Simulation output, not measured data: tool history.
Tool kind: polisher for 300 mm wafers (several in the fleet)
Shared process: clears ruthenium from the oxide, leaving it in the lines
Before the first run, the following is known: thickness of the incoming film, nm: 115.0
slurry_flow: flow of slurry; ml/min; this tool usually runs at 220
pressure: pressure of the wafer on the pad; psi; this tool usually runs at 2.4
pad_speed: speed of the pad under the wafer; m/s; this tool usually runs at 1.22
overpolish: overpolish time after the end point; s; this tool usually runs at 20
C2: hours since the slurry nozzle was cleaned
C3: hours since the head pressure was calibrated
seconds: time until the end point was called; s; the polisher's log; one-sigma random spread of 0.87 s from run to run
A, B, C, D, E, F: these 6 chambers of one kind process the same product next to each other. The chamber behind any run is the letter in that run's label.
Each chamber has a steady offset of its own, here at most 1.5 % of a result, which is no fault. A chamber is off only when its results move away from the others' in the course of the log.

{"hour": 1.7, "done": "chamber F: worn pad replaced by a new one"}
{"run": "1F", "hour": 5.8, "slurry_flow": 220, "pressure": 2.4, "pad_speed": 1.22, "overpolish": 20, "wafers polished on this pad": 24, "C2": 472.1, "C3": 744.7, "seconds": 82.454}
{"run": "2A", "hour": 9.3, "slurry_flow": 220, "pressure": 2.4, "pad_speed": 1.22, "overpolish": 20, "wafers polished on this pad": 244, "C2": 517.8, "C3": 1303.8, "seconds": 80.421}
{"run": "3B", "hour": 15.1, "slurry_flow": 220, "pressure": 2.4, "pad_speed": 1.22, "overpolish": 20, "wafers polished on this pad": 603, "C2": 21.4, "C3": 1205.7, "seconds": 82.18}
{"run": "4D", "hour": 19.6, "slurry_flow": 220, "pressure": 2.4, "pad_speed": 1.22, "overpolish": 20, "wafers polished on this pad": 1023, "C2": 143, "C3": 235.6, "seconds": 80.892}
{"run": "5E", "hour": 23.9, "slurry_flow": 220, "pressure": 2.4, "pad_speed": 1.22, "overpolish": 20, "wafers polished on this pad": 397, "C2": 110.7, "C3": 556.8, "seconds": 82.782}
{"hour": 26.0, "done": "chamber B: worn pad replaced by a new one"}
{"run": "6C", "hour": 27.8, "slurry_flow": 220, "pressure": 2.4, "pad_speed": 1.22, "overpolish": 20, "wafers polished on this pad": 543, "C2": 149.2, "C3": 1006.8, "seconds": 82.834}
{"run": "7F", "hour": 33.2, "slurry_flow": 220, "pressure": 2.4, "pad_speed": 1.22, "overpolish": 20, "wafers polished on this pad": 189, "C2": 499.5, "C3": 772.1, "seconds": 81.853}
{"run": "8A", "hour": 36.8, "slurry_flow": 160, "pressure": 2.4, "pad_speed": 1.58, "overpolish": 20, "wafers polished on this pad": 409, "C2": 545.3, "C3": 1331.3, "seconds": 64.837}
{"hour": 39.3, "done": "chamber D: worn pad replaced by a new one"}
{"run": "9D", "hour": 41.9, "slurry_flow": 160, "pressure": 2.4, "pad_speed": 1.58, "overpolish": 20, "wafers polished on this pad": 15, "C2": 165.3, "C3": 257.9, "seconds": 65.975}
{"hour": 42.1, "done": "chamber C: worn pad replaced by a new one"}
{"run": "10C", "hour": 44.8, "slurry_flow": 160, "pressure": 2.4, "pad_speed": 1.58, "overpolish": 20, "wafers polished on this pad": 16, "C2": 166.2, "C3": 1023.8, "seconds": 66.362}
{"run": "11E", "hour": 50.6, "slurry_flow": 160, "pressure": 2.4, "pad_speed": 1.58, "overpolish": 20, "wafers polished on this pad": 558, "C2": 137.4, "C3": 583.5, "seconds": 66.357}
{"run": "12B", "hour": 56.4, "slurry_flow": 160, "pressure": 2.4, "pad_speed": 1.58, "overpolish": 20, "wafers polished on this pad": 182, "C2": 62.7, "C3": 1247, "seconds": 65.218}
{"run": "13D", "hour": 60.5, "slurry_flow": 160, "pressure": 2.4, "pad_speed": 1.58, "overpolish": 20, "wafers polished on this pad": 127, "C2": 183.9, "C3": 276.5, "seconds": 66.101}
{"hour": 64.6, "done": "chamber F: slurry nozzle cleaned"}
{"run": "14C", "hour": 66.1, "slurry_flow": 220, "pressure": 3.1, "pad_speed": 0.88, "overpolish": 20, "wafers polished on this pad": 144, "C2": 187.5, "C3": 1045.1, "seconds": 86.965}
{"run": "15E", "hour": 69.0, "slurry_flow": 220, "pressure": 3.1, "pad_speed": 0.88, "overpolish": 20, "wafers polished on this pad": 668, "C2": 155.8, "C3": 601.9, "seconds": 87.676}
{"run": "16B", "hour": 73.1, "slurry_flow": 220, "pressure": 3.1, "pad_speed": 0.88, "overpolish": 20, "wafers polished on this pad": 283, "C2": 79.4, "C3": 1263.7, "seconds": 89.663}
{"run": "17A", "hour": 75.8, "slurry_flow": 220, "pressure": 3.1, "pad_speed": 0.88, "overpolish": 20, "wafers polished on this pad": 644, "C2": 584.3, "C3": 1370.3, "seconds": 86.205}
{"run": "18F", "hour": 79.2, "slurry_flow": 220, "pressure": 3.1, "pad_speed": 0.88, "overpolish": 20, "wafers polished on this pad": 466, "C2": 14.6, "C3": 818.1, "seconds": 86.964}
{"hour": 84.3, "done": "chamber C: head pressure recalibrated"}
{"run": "19F", "hour": 85.0, "slurry_flow": 220, "pressure": 3.1, "pad_speed": 0.88, "overpolish": 20, "wafers polished on this pad": 500, "C2": 20.4, "C3": 823.9, "seconds": 88.408}
{"run": "20D", "hour": 87.8, "slurry_flow": 220, "pressure": 2.4, "pad_speed": 1.22, "overpolish": 20, "wafers polished on this pad": 291, "C2": 211.2, "C3": 303.8, "seconds": 80.813}
{"hour": 90.2, "done": "chamber A: head pressure recalibrated"}
{"run": "21E", "hour": 92.7, "slurry_flow": 220, "pressure": 2.4, "pad_speed": 1.22, "overpolish": 16, "wafers polished on this pad": 811, "C2": 179.5, "C3": 625.6, "seconds": 80.699}
{"run": "22C", "hour": 95.8, "slurry_flow": 220, "pressure": 2.4, "pad_speed": 1.22, "overpolish": 16, "wafers polished on this pad": 323, "C2": 217.2, "C3": 11.5, "seconds": 82.54}
{"run": "23A", "hour": 98.5, "slurry_flow": 220, "pressure": 2.4, "pad_speed": 1.22, "overpolish": 16, "wafers polished on this pad": 780, "C2": 607, "C3": 8.3, "seconds": 72.276}
{"run": "24B", "hour": 103.1, "slurry_flow": 220, "pressure": 2.4, "pad_speed": 1.22, "overpolish": 16, "wafers polished on this pad": 463, "C2": 109.4, "C3": 1293.7, "seconds": 81.719}
{"run": "25F", "hour": 108.1, "slurry_flow": 220, "pressure": 2.4, "pad_speed": 1.22, "overpolish": 16, "wafers polished on this pad": 639, "C2": 43.5, "C3": 847, "seconds": 82.068}
{"hour": 113.0, "done": "chamber B: worn pad replaced by a new one"}
{"run": "26A", "hour": 114.0, "slurry_flow": 220, "pressure": 2.4, "pad_speed": 1.22, "overpolish": 16, "wafers polished on this pad": 873, "C2": 622.5, "C3": 23.8, "seconds": 73.645}
{"run": "27D", "hour": 118.4, "slurry_flow": 220, "pressure": 2.4, "pad_speed": 1.22, "overpolish": 20, "wafers polished on this pad": 475, "C2": 241.8, "C3": 334.4, "seconds": 81.709}
{"hour": 118.5, "done": "chamber E: worn pad replaced by a new one"}
{"run": "28C", "hour": 124.0, "slurry_flow": 290, "pressure": 2.4, "pad_speed": 1.44, "overpolish": 20, "wafers polished on this pad": 492, "C2": 245.4, "C3": 39.7, "seconds": 67.608}
{"hour": 124.8, "done": "chamber C: slurry nozzle cleaned"}
{"run": "29E", "hour": 129.9, "slurry_flow": 290, "pressure": 2.4, "pad_speed": 1.44, "overpolish": 20, "wafers polished on this pad": 69, "C2": 216.7, "C3": 662.8, "seconds": 68.245}
{"run": "30B", "hour": 134.7, "slurry_flow": 290, "pressure": 2.4, "pad_speed": 1.44, "overpolish": 20, "wafers polished on this pad": 130, "C2": 141, "C3": 1325.3, "seconds": 67.053}
{"run": "31E", "hour": 140.1, "slurry_flow": 290, "pressure": 2.4, "pad_speed": 1.44, "overpolish": 20, "wafers polished on this pad": 130, "C2": 226.9, "C3": 673, "seconds": 66.72}
{"run": "32C", "hour": 144.5, "slurry_flow": 290, "pressure": 2.4, "pad_speed": 1.44, "overpolish": 20, "wafers polished on this pad": 615, "C2": 19.8, "C3": 60.2, "seconds": 67.606}
{"run": "33A", "hour": 149.9, "slurry_flow": 290, "pressure": 2.4, "pad_speed": 1.44, "overpolish": 20, "wafers polished on this pad": 1089, "C2": 658.4, "C3": 59.7, "seconds": 61.186}
{"run": "34F", "hour": 153.6, "slurry_flow": 220, "pressure": 2.4, "pad_speed": 1.22, "overpolish": 20, "wafers polished on this pad": 913, "C2": 89, "C3": 892.5, "seconds": 80.599}
{"run": "35D", "hour": 158.8, "slurry_flow": 220, "pressure": 2.4, "pad_speed": 1.22, "overpolish": 20, "wafers polished on this pad": 718, "C2": 282.2, "C3": 374.8, "seconds": 83.192}
{"run": "36B", "hour": 163.6, "slurry_flow": 220, "pressure": 2.4, "pad_speed": 1.22, "overpolish": 20, "wafers polished on this pad": 304, "C2": 169.9, "C3": 1354.2, "seconds": 81.446}
{"run": "37B", "hour": 168.2, "slurry_flow": 220, "pressure": 2.4, "pad_speed": 1.22, "overpolish": 20, "wafers polished on this pad": 332, "C2": 174.5, "C3": 1358.8, "seconds": 81.616}
{"hour": 170.8, "done": "chamber E: slurry nozzle cleaned"}
{"run": "38E", "hour": 172.5, "slurry_flow": 220, "pressure": 2.4, "pad_speed": 1.22, "overpolish": 20, "wafers polished on this pad": 325, "C2": 1.8, "C3": 705.4, "seconds": 80.342}
{"hour": 173.1, "done": "chamber A: worn pad replaced by a new one"}
{"run": "39A", "hour": 175.8, "slurry_flow": 220, "pressure": 2.4, "pad_speed": 1.22, "overpolish": 20, "wafers polished on this pad": 16, "C2": 684.3, "C3": 85.6, "seconds": 72.386}

Each of the 6 chambers runs these same settings next. Fill in every chamber's results:
{"run": "40A", "hour": 180.0, "slurry_flow": 220, "pressure": 2.4, "pad_speed": 1.22, "overpolish": 20, "seconds": "?"}
{"run": "40B", "hour": 180.0, "slurry_flow": 220, "pressure": 2.4, "pad_speed": 1.22, "overpolish": 20, "seconds": "?"}
{"run": "40C", "hour": 180.0, "slurry_flow": 220, "pressure": 2.4, "pad_speed": 1.22, "overpolish": 20, "seconds": "?"}
{"run": "40D", "hour": 180.0, "slurry_flow": 220, "pressure": 2.4, "pad_speed": 1.22, "overpolish": 20, "seconds": "?"}
{"run": "40E", "hour": 180.0, "slurry_flow": 220, "pressure": 2.4, "pad_speed": 1.22, "overpolish": 20, "seconds": "?"}
{"run": "40F", "hour": 180.0, "slurry_flow": 220, "pressure": 2.4, "pad_speed": 1.22, "overpolish": 20, "seconds": "?"}

run=40A seconds=71.261
run=40B seconds=82.163
run=40C seconds=82.137
run=40D seconds=81.074
run=40E seconds=81.402
run=40F seconds=80.888
